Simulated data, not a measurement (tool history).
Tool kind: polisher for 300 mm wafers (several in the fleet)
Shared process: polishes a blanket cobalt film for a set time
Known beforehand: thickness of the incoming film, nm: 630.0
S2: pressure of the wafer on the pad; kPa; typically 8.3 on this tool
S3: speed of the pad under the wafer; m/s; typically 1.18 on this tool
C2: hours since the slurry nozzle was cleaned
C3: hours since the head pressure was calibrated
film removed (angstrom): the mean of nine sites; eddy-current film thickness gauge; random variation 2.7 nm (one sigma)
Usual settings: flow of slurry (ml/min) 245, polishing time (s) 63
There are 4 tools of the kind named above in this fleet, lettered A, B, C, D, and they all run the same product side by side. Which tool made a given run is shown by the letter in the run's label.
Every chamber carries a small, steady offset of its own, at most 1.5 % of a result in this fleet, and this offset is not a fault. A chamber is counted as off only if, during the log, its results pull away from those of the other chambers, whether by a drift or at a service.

{"run": "1D", "hour": 13.4, "flow of slurry (ml/min)": 245, "S2": 8.3, "S3": 1.18, "polishing time (s)": 63, "wafers polished on this pad": 605, "C2": 75.5, "C3": 541.4, "film removed (angstrom)": 2538.0}
{"hour": 15.2, "done": "chamber A: worn pad replaced by a new one"}
{"run": "2C", "hour": 23.9, "flow of slurry (ml/min)": 245, "S2": 8.3, "S3": 1.18, "polishing time (s)": 63, "wafers polished on this pad": 851, "C2": 123.3, "C3": 490.7, "film removed (angstrom)": 2597.0}
{"run": "3B", "hour": 36.4, "flow of slurry (ml/min)": 245, "S2": 8.3, "S3": 1.18, "polishing time (s)": 63, "wafers polished on this pad": 415, "C2": 536.0, "C3": 84.0, "film removed (angstrom)": 2572.0}
{"hour": 36.5, "done": "chamber B: slurry nozzle cleaned"}
{"run": "4A", "hour": 43.2, "flow of slurry (ml/min)": 245, "S2": 8.3, "S3": 1.18, "polishing time (s)": 63, "wafers polished on this pad": 210, "C2": 68.9, "C3": 184.2, "film removed (angstrom)": 2560.5}
{"run": "5A", "hour": 55.4, "flow of slurry (ml/min)": 245, "S2": 8.3, "S3": 1.18, "polishing time (s)": 63, "wafers polished on this pad": 302, "C2": 81.1, "C3": 196.4, "film removed (angstrom)": 2537.9}
{"run": "6D", "hour": 63.5, "flow of slurry (ml/min)": 245, "S2": 8.3, "S3": 1.18, "polishing time (s)": 63, "wafers polished on this pad": 982, "C2": 125.6, "C3": 591.5, "film removed (angstrom)": 2497.2}
{"run": "7C", "hour": 69.5, "flow of slurry (ml/min)": 245, "S2": 8.3, "S3": 1.18, "polishing time (s)": 63, "wafers polished on this pad": 1195, "C2": 168.9, "C3": 536.3, "film removed (angstrom)": 2608.3}
{"run": "8B", "hour": 78.7, "flow of slurry (ml/min)": 245, "S2": 8.3, "S3": 1.18, "polishing time (s)": 63, "wafers polished on this pad": 733, "C2": 42.3, "C3": 126.3, "film removed (angstrom)": 2572.8}
{"run": "9C", "hour": 91.1, "flow of slurry (ml/min)": 245, "S2": 9.7, "S3": 1.18, "polishing time (s)": 63, "wafers polished on this pad": 1357, "C2": 190.5, "C3": 557.9, "film removed (angstrom)": 2930.2}
{"run": "10B", "hour": 98.7, "flow of slurry (ml/min)": 245, "S2": 9.7, "S3": 1.18, "polishing time (s)": 63, "wafers polished on this pad": 883, "C2": 62.3, "C3": 146.3, "film removed (angstrom)": 3033.1}
{"hour": 100.1, "done": "chamber A: worn pad replaced by a new one"}
{"run": "11A", "hour": 109.5, "flow of slurry (ml/min)": 245, "S2": 9.7, "S3": 1.18, "polishing time (s)": 63, "wafers polished on this pad": 70, "C2": 135.2, "C3": 250.5, "film removed (angstrom)": 2974.7}
{"run": "12D", "hour": 122.7, "flow of slurry (ml/min)": 245, "S2": 9.7, "S3": 1.18, "polishing time (s)": 63, "wafers polished on this pad": 1428, "C2": 184.8, "C3": 650.7, "film removed (angstrom)": 2852.7}
{"hour": 123.4, "done": "chamber C: worn pad replaced by a new one"}
{"hour": 134.7, "done": "chamber B: worn pad replaced by a new one"}
{"run": "13C", "hour": 136.1, "flow of slurry (ml/min)": 245, "S2": 8.3, "S3": 1.18, "polishing time (s)": 63, "wafers polished on this pad": 96, "C2": 235.5, "C3": 602.9, "film removed (angstrom)": 2554.0}
{"run": "14D", "hour": 145.4, "flow of slurry (ml/min)": 245, "S2": 8.3, "S3": 1.18, "polishing time (s)": 63, "wafers polished on this pad": 1598, "C2": 207.5, "C3": 673.4, "film removed (angstrom)": 2481.5}
{"run": "15B", "hour": 156.3, "flow of slurry (ml/min)": 245, "S2": 8.3, "S3": 1.18, "polishing time (s)": 63, "wafers polished on this pad": 163, "C2": 119.9, "C3": 203.9, "film removed (angstrom)": 2588.7}
{"run": "16A", "hour": 163.0, "flow of slurry (ml/min)": 245, "S2": 8.3, "S3": 1.18, "polishing time (s)": 63, "wafers polished on this pad": 473, "C2": 188.7, "C3": 304.0, "film removed (angstrom)": 2580.1}
{"run": "17C", "hour": 170.7, "flow of slurry (ml/min)": 245, "S2": 8.3, "S3": 1.18, "polishing time (s)": 63, "wafers polished on this pad": 356, "C2": 270.1, "C3": 637.5, "film removed (angstrom)": 2578.1}
{"run": "18D", "hour": 178.4, "flow of slurry (ml/min)": 245, "S2": 8.3, "S3": 1.18, "polishing time (s)": 63, "wafers polished on this pad": 1847, "C2": 240.5, "C3": 706.4, "film removed (angstrom)": 2416.4}
{"run": "19A", "hour": 191.3, "flow of slurry (ml/min)": 245, "S2": 8.3, "S3": 1.18, "polishing time (s)": 63, "wafers polished on this pad": 686, "C2": 217.0, "C3": 332.3, "film removed (angstrom)": 2486.3}
{"hour": 193.9, "done": "chamber A: worn pad replaced by a new one"}
{"run": "20B", "hour": 204.1, "flow of slurry (ml/min)": 245, "S2": 8.3, "S3": 1.18, "polishing time (s)": 63, "wafers polished on this pad": 522, "C2": 167.7, "C3": 251.7, "film removed (angstrom)": 2563.1}
{"hour": 204.5, "done": "chamber A: head pressure recalibrated"}
{"run": "21D", "hour": 210.2, "flow of slurry (ml/min)": 245, "S2": 8.3, "S3": 1.18, "polishing time (s)": 63, "wafers polished on this pad": 2086, "C2": 272.3, "C3": 738.2, "film removed (angstrom)": 2424.0}
{"run": "22A", "hour": 221.6, "flow of slurry (ml/min)": 245, "S2": 8.3, "S3": 1.18, "polishing time (s)": 63, "wafers polished on this pad": 208, "C2": 247.3, "C3": 17.2, "film removed (angstrom)": 2553.1}
{"run": "23C", "hour": 228.8, "flow of slurry (ml/min)": 245, "S2": 8.3, "S3": 1.18, "polishing time (s)": 63, "wafers polished on this pad": 793, "C2": 328.2, "C3": 695.6, "film removed (angstrom)": 2573.8}
{"run": "24B", "hour": 236.1, "flow of slurry (ml/min)": 245, "S2": 8.3, "S3": 1.18, "polishing time (s)": 63, "wafers polished on this pad": 763, "C2": 199.7, "C3": 283.7, "film removed (angstrom)": 2541.5}
{"run": "25D", "hour": 243.7, "flow of slurry (ml/min)": 245, "S2": 8.3, "S3": 1.18, "polishing time (s)": 63, "wafers polished on this pad": 2338, "C2": 305.8, "C3": 771.7, "film removed (angstrom)": 2358.5}
{"run": "26A", "hour": 257.2, "flow of slurry (ml/min)": 245, "S2": 8.3, "S3": 1.18, "polishing time (s)": 63, "wafers polished on this pad": 476, "C2": 282.9, "C3": 52.8, "film removed (angstrom)": 2547.1}
{"run": "27B", "hour": 267.6, "flow of slurry (ml/min)": 245, "S2": 8.3, "S3": 1.18, "polishing time (s)": 63, "wafers polished on this pad": 1000, "C2": 231.2, "C3": 315.2, "film removed (angstrom)": 2581.4}
{"run": "28C", "hour": 274.9, "flow of slurry (ml/min)": 245, "S2": 8.3, "S3": 1.18, "polishing time (s)": 83, "wafers polished on this pad": 1140, "C2": 374.3, "C3": 741.7, "film removed (angstrom)": 3368.1}
{"run": "29C", "hour": 282.9, "flow of slurry (ml/min)": 245, "S2": 8.3, "S3": 1.18, "polishing time (s)": 83, "wafers polished on this pad": 1200, "C2": 382.3, "C3": 749.7, "film removed (angstrom)": 3374.5}
{"hour": 284.8, "done": "chamber A: worn pad replaced by a new one"}
{"run": "30B", "hour": 290.8, "flow of slurry (ml/min)": 245, "S2": 8.3, "S3": 1.18, "polishing time (s)": 83, "wafers polished on this pad": 1175, "C2": 254.4, "C3": 338.4, "film removed (angstrom)": 3354.6}
{"hour": 298.7, "done": "chamber B: worn pad replaced by a new one"}
{"run": "31A", "hour": 302.5, "flow of slurry (ml/min)": 245, "S2": 8.3, "S3": 1.18, "polishing time (s)": 83, "wafers polished on this pad": 133, "C2": 328.2, "C3": 98.1, "film removed (angstrom)": 3432.1}
{"run": "32D", "hour": 314.4, "flow of slurry (ml/min)": 245, "S2": 8.3, "S3": 1.18, "polishing time (s)": 63, "wafers polished on this pad": 2870, "C2": 376.5, "C3": 842.4, "film removed (angstrom)": 2337.1}
{"run": "33D", "hour": 325.0, "flow of slurry (ml/min)": 245, "S2": 8.3, "S3": 0.98, "polishing time (s)": 63, "wafers polished on this pad": 2950, "C2": 387.1, "C3": 853.0, "film removed (angstrom)": 1931.3}
{"run": "34C", "hour": 338.6, "flow of slurry (ml/min)": 245, "S2": 8.3, "S3": 0.98, "polishing time (s)": 63, "wafers polished on this pad": 1620, "C2": 438.0, "C3": 805.4, "film removed (angstrom)": 2129.7}
{"hour": 340.6, "done": "chamber C: worn pad replaced by a new one"}
{"hour": 341.0, "done": "chamber B: head pressure recalibrated"}
{"run": "35A", "hour": 351.2, "flow of slurry (ml/min)": 245, "S2": 8.3, "S3": 0.98, "polishing time (s)": 63, "wafers polished on this pad": 499, "C2": 376.9, "C3": 146.8, "film removed (angstrom)": 2097.0}
{"run": "36B", "hour": 357.6, "flow of slurry (ml/min)": 245, "S2": 8.3, "S3": 0.98, "polishing time (s)": 63, "wafers polished on this pad": 443, "C2": 321.2, "C3": 16.7, "film removed (angstrom)": 2130.7}
{"run": "37C", "hour": 370.6, "flow of slurry (ml/min)": 245, "S2": 8.3, "S3": 1.18, "polishing time (s)": 63, "wafers polished on this pad": 226, "C2": 470.0, "C3": 837.4, "film removed (angstrom)": 2535.4}

Predict what each chamber gives when all 4 of them run the settings below next.
{"run": "38A", "hour": 380.7, "flow of slurry (ml/min)": 245, "S2": 8.3, "S3": 1.18, "polishing time (s)": 63, "film removed (angstrom)": "?"}
{"run": "38B", "hour": 380.7, "flow of slurry (ml/min)": 245, "S2": 8.3, "S3": 1.18, "polishing time (s)": 63, "film removed (angstrom)": "?"}
{"run": "38C", "hour": 380.7, "flow of slurry (ml/min)": 245, "S2": 8.3, "S3": 1.18, "polishing time (s)": 63, "film removed (angstrom)": "?"}
{"run": "38D", "hour": 380.7, "flow of slurry (ml/min)": 245, "S2": 8.3, "S3": 1.18, "polishing time (s)": 63, "film removed (angstrom)": "?"}

run=38A film_removed_(angstrom)=2540.4
run=38B film_removed_(angstrom)=2593.9
run=38C film_removed_(angstrom)=2555.1
run=38D film_removed_(angstrom)=2242.9

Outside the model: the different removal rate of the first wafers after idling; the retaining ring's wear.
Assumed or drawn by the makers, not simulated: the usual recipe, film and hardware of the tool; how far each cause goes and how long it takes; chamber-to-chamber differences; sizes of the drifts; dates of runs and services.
